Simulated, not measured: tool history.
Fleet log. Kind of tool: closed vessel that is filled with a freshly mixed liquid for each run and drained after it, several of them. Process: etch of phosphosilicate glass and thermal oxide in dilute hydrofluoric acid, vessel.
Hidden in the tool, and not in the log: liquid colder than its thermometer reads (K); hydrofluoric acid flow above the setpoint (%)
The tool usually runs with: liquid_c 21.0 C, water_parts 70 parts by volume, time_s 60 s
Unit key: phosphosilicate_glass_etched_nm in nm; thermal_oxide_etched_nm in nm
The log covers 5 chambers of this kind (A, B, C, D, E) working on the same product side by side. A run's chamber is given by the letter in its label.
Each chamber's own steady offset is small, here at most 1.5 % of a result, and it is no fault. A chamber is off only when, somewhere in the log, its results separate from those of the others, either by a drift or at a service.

run	day	liquid_c	water_parts	time_s	hours since the thermometer was replaced	hours since the hydrofluoric acid flow meter was replaced	read-back film thickness of the phosphosilicate glass reference wafer, read on the same gauge (nm)	read-back film thickness of the thermal oxide reference wafer, read on the same gauge (nm)	phosphosilicate_glass_etched_nm	thermal_oxide_etched_nm
1E	0.329	21.0	70	60	1311.0	1666.5	49.981	29.967	106.680	3.6427
2A	0.550	21.0	70	60	204.3	550.8	49.966	29.998	106.850	3.5987
# day 0.783: chamber E: thermometer replaced
3D	0.804	21.0	70	60	923.9	283.4	49.989	30.047	109.180	3.5714
4B	1.004	21.0	70	60	31.9	866.9	49.980	30.017	107.450	3.6707
5C	1.317	21.0	70	60	141.9	185.2	49.977	29.983	104.810	3.6462
6A	1.583	21.0	70	60	229.1	575.6	49.990	29.980	105.660	3.5969
7E	2.029	21.0	70	60	29.9	1707.3	50.015	30.019	107.590	3.6386
8D	2.400	21.0	70	60	962.2	321.7	50.010	30.004	105.790	3.6372
9B	2.621	21.0	70	60	70.7	905.7	49.983	29.977	105.900	3.6874
10C	3.062	21.0	70	60	183.8	227.1	50.023	29.988	106.030	3.6796
11C	3.388	21.0	70	60	191.6	234.9	50.014	30.029	105.750	3.6239
12E	3.592	21.0	70	60	67.4	1744.8	50.006	30.001	104.890	3.6952
13D	4.004	21.0	70	60	1000.7	360.2	49.990	29.990	107.230	3.6016
14B	4.204	21.0	70	60	108.7	943.7	49.998	30.033	106.110	3.6917
15A	4.546	18.5	70	60	300.2	646.7	49.982	29.969	97.650	3.2857
16D	4.871	18.5	70	60	1021.5	381.0	49.990	30.039	95.696	3.2424
17C	5.121	18.5	70	60	233.2	276.5	49.974	30.007	92.590	3.3032
18E	5.438	18.5	70	60	111.7	1789.1	50.030	29.982	94.710	3.2809
19B	5.825	18.5	70	60	147.6	982.6	50.004	30.008	96.451	3.2269
20A	6.021	21.0	70	75	335.6	682.1	50.021	30.032	133.460	4.4784
21E	6.417	21.0	70	75	135.2	1812.6	50.007	29.988	134.280	4.6486
# day 6.688: chamber A: hydrofluoric acid flow meter replaced
22D	6.721	21.0	70	75	1065.9	425.4	49.996	30.006	133.810	4.4817
23B	6.958	21.0	70	75	174.8	1009.8	50.020	30.013	134.040	4.5350
24C	7.162	21.0	70	75	282.2	325.5	50.023	30.005	131.680	4.4809
25A	7.542	21.0	70	60	372.1	20.5	49.993	30.056	103.660	3.5907
26A	7.979	21.0	70	60	382.6	31.0	50.004	29.995	105.180	3.6207
27C	8.304	21.0	55	60	309.6	352.9	50.012	30.014	135.670	4.7332
28B	8.675	21.0	55	60	216.0	1051.0	49.986	30.028	136.590	4.6906
29D	8.921	21.0	55	60	1118.7	478.2	50.019	30.042	136.120	4.6586
30E	9.188	21.0	55	60	201.7	1879.1	50.003	29.981	139.690	4.8466
31B	9.521	21.0	55	60	236.3	1071.3	50.004	29.960	133.040	4.7425
32E	9.867	21.0	70	60	218.0	1895.4	50.026	29.969	104.680	3.6618
33A	10.133	21.0	70	60	434.3	82.7	50.028	30.001	105.320	3.6090
34C	10.579	21.0	70	60	364.2	407.5	50.001	30.044	105.940	3.6602
35D	10.975	21.0	70	60	1168.0	527.5	50.009	29.975	106.900	3.5830
36D	11.388	21.0	70	60	1177.9	537.4	49.991	30.021	105.980	3.5823
37B	11.688	21.0	70	60	288.3	1123.3	50.011	30.015	105.680	3.6584
38C	12.112	21.0	70	60	401.0	444.3	50.020	30.047	104.980	3.6117
39E	12.433	21.0	35	60	279.6	1957.0	49.996	29.992	222.420	7.5533

Next, all 5 chambers run the settings below, one line each with question marks for the results. What does each chamber give?
40A	12.758	21.0	45	60					?	?
40B	12.758	21.0	45	60					?	?
40C	12.758	21.0	45	60					?	?
40D	12.758	21.0	45	60					?	?
40E	12.758	21.0	45	60					?	?

run	phosphosilicate_glass_etched_nm	thermal_oxide_etched_nm
40A	169.790	5.7273
40B	164.740	5.7089
40C	168.400	5.8731
40D	170.240	5.7241
40E	171.870	5.9322
